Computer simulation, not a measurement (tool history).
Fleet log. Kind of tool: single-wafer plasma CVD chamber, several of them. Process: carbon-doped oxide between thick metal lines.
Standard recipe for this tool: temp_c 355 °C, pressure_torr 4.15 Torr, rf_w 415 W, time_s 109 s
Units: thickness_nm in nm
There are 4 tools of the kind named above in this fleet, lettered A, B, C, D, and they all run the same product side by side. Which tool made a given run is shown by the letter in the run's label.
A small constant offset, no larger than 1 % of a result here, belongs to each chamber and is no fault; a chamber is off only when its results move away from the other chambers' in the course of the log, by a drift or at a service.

run	hour	temp_c	pressure_torr	rf_w	time_s	read-back reference wafer on the same gauge, thickness_nm	thickness_nm
1A	8	355	4.15	415	109	425.07	463.69
2B	21.1	355	4.15	415	109	424.82	466.39
3C	35	355	4.15	415	109	424.82	468.18
4D	43.4	355	4.15	415	109	424.96	464.38
5A	54.2	355	4.15	415	109	424.66	464.61
6C	65.5	345	4.15	415	109	424.68	479.43
7D	74.5	345	4.15	415	109	424.5	476.03
8B	90.7	345	4.15	415	109	424.33	477.43
9D	102.5	345	4.15	415	109	424.13	475.77
10A	110.4	355	4.15	415	109	424.19	462.33
11C	124.9	345	4.15	415	130	424.16	571.91
12B	139.7	345	4.15	415	130	423.95	567.83
# hour 146.6: chamber C: RF generator calibrated
13C	148.4	345	4.15	415	130	423.88	570.1
14A	155.6	345	4.15	415	130	423.92	566.4
15D	164.5	355	4.15	415	109	423.94	462.35
# hour 169.8: chamber D: RF generator calibrated
16B	174.4	355	4.15	415	109	423.83	465.34
17C	187.3	355	4.15	415	109	423.89	466.53
18A	196.7	355	4.15	415	109	423.78	462.69
19B	211.5	355	4.15	415	109	423.41	464.61
20D	222.6	355	4.15	415	109	423.68	463.77
21D	237.5	355	4.15	415	109	423.33	462.8
22B	245.3	355	4.15	415	109	423.36	465.42
23C	259.5	355	4.15	415	109	423.24	467.07
24A	273	355	4.15	415	109	423.3	462.74
25C	281.8	355	4.15	415	109	423.12	465.55
26D	292	355	4.15	415	109	422.99	463.75
27B	301.1	355	4.15	415	109	423.13	464.38
28A	313.9	355	4.15	415	109	423.04	461.8
29A	322.3	355	4.15	415	109	422.83	462.53
30B	330.3	355	4.15	415	109	422.82	464.56
# hour 332.4: chamber D: thermocouple changed; heater temperature recalibrated
31D	339.3	355	4.15	415	109	422.68	461.55
32C	352.1	355	4.15	415	109	422.62	464.49
33A	361.6	355	4.15	415	109	422.54	462.12
34D	371.4	355	4.15	415	109	422.59	462.23
35C	384.7	355	4.15	415	109	422.48	464.53

Has any chamber moved away from the others, gradually or after a service, or does the common gauge drift, or do the chambers differ only by their own small steady offsets? State the chamber and the most likely cause if one applies.

The gauge drifts, so all chambers seem to drift together. No chamber is off.
What lies behind it: gauge reads low (%) = 0.615.

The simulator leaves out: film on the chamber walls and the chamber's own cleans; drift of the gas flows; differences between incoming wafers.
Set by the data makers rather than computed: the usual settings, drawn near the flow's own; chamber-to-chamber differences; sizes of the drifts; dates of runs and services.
